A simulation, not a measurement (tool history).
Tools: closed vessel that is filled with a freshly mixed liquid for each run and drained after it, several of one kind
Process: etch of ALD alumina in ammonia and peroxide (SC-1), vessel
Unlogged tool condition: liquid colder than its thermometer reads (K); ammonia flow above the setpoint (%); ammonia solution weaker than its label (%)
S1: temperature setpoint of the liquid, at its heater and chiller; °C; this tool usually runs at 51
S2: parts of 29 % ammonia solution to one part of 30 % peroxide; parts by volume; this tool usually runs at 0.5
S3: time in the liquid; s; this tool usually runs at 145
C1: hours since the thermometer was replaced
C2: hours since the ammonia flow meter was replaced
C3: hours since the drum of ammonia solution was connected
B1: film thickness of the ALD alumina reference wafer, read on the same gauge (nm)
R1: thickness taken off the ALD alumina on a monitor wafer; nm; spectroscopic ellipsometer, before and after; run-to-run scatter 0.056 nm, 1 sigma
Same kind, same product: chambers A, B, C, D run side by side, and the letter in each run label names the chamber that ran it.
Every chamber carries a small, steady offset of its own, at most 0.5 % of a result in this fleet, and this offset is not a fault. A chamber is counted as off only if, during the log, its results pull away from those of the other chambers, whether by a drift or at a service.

run	hour	S1	S2	S3	C1	C2	C3	B1	R1
1B	3.8	51	0.5	145	839.6	1232	1145.4	110.01	7.0196
# hour 4.9: chamber B: thermometer replaced
2D	7.2	51	0.5	145	31.9	946.7	31.7	109.98	7.0087
3C	10	51	0.5	145	819.6	884.2	455.7	109.98	6.9739
4A	14	51	0.5	145	291.1	1459.9	636.3	110	7.0127
5A	18.5	51	0.35	145	295.6	1464.4	640.8	110.03	6.8026
6C	22.7	51	0.35	145	832.3	896.9	468.4	110.01	6.8073
7D	25.7	51	0.35	145	50.4	965.2	50.2	110.01	6.7357
8B	28.2	51	0.35	145	23.3	1256.4	1169.8	110	6.8417
9A	32.1	51	0.5	145	309.2	1478	654.4	110	7.0569
10D	34.1	51	0.5	145	58.8	973.6	58.6	109.98	6.9858
11B	38	51	0.3	100	33.1	1266.2	1179.6	110.01	4.6665
12C	41	51	0.3	100	850.6	915.2	486.7	110	4.4381
13A	43.6	51	0.3	100	320.7	1489.5	665.9	110.02	4.6105
14B	47.7	51	0.3	100	42.8	1275.9	1189.3	110.01	4.6556
15D	52.1	51	0.5	145	76.8	991.6	76.6	109.96	7.0144
16C	55.2	51	0.5	145	864.8	929.4	500.9	110	6.6588
17D	57.4	51	0.5	145	82.1	996.9	81.9	110.02	6.9326
18C	60.5	51	0.5	145	870.1	934.7	506.2	110	6.6149
19B	63.1	51	0.5	145	58.2	1291.3	1204.7	110.02	7.1134
20A	67.6	51	0.5	145	344.7	1513.5	689.9	110.01	6.9808
21A	70	51	0.5	145	347.1	1515.9	692.3	110.03	6.965
22B	74.1	51	0.5	145	69.2	1302.3	1215.7	109.98	7.0749
23C	77.4	51	0.5	145	887	951.6	523.1	109.99	6.4112
24D	81	51	0.5	145	105.7	1020.5	105.5	110	7.0237
25C	85.1	51	0.5	225	894.7	959.3	530.8	109.99	9.8111

Is one chamber out of step, is the gauge drifting, or do the chambers differ by no more than their own small offsets? For an off chamber, give its letter and the likeliest cause.

It is chamber C that slowly wanders off from its peers.
What lies behind it: liquid colder than its thermometer reads (K) = 2.11.

Here are 4 candidates for chamber C's next run, each the usual settings with a change, their results left as question marks. Which one brings its results back in line with what the others give on the usual settings?
Allowed miss from the other chambers' usual-settings mean, per result, to count as in line: R1 0.2 nm
26C-1	88.3	47	0.5	145					?
26C-2	88.3	52	0.5	155					?
26C-3	88.3	53	0.5	165					?
26C-4	88.3	49	0.5	145					?

Average result of the remaining chambers running the usual settings: R1 7.036 nm
run	R1
26C-1	4.9772
26C-2	7.0636
26C-3	7.9474
26C-4	5.5832
With 26C-2, the chamber falls back in line with the rest.

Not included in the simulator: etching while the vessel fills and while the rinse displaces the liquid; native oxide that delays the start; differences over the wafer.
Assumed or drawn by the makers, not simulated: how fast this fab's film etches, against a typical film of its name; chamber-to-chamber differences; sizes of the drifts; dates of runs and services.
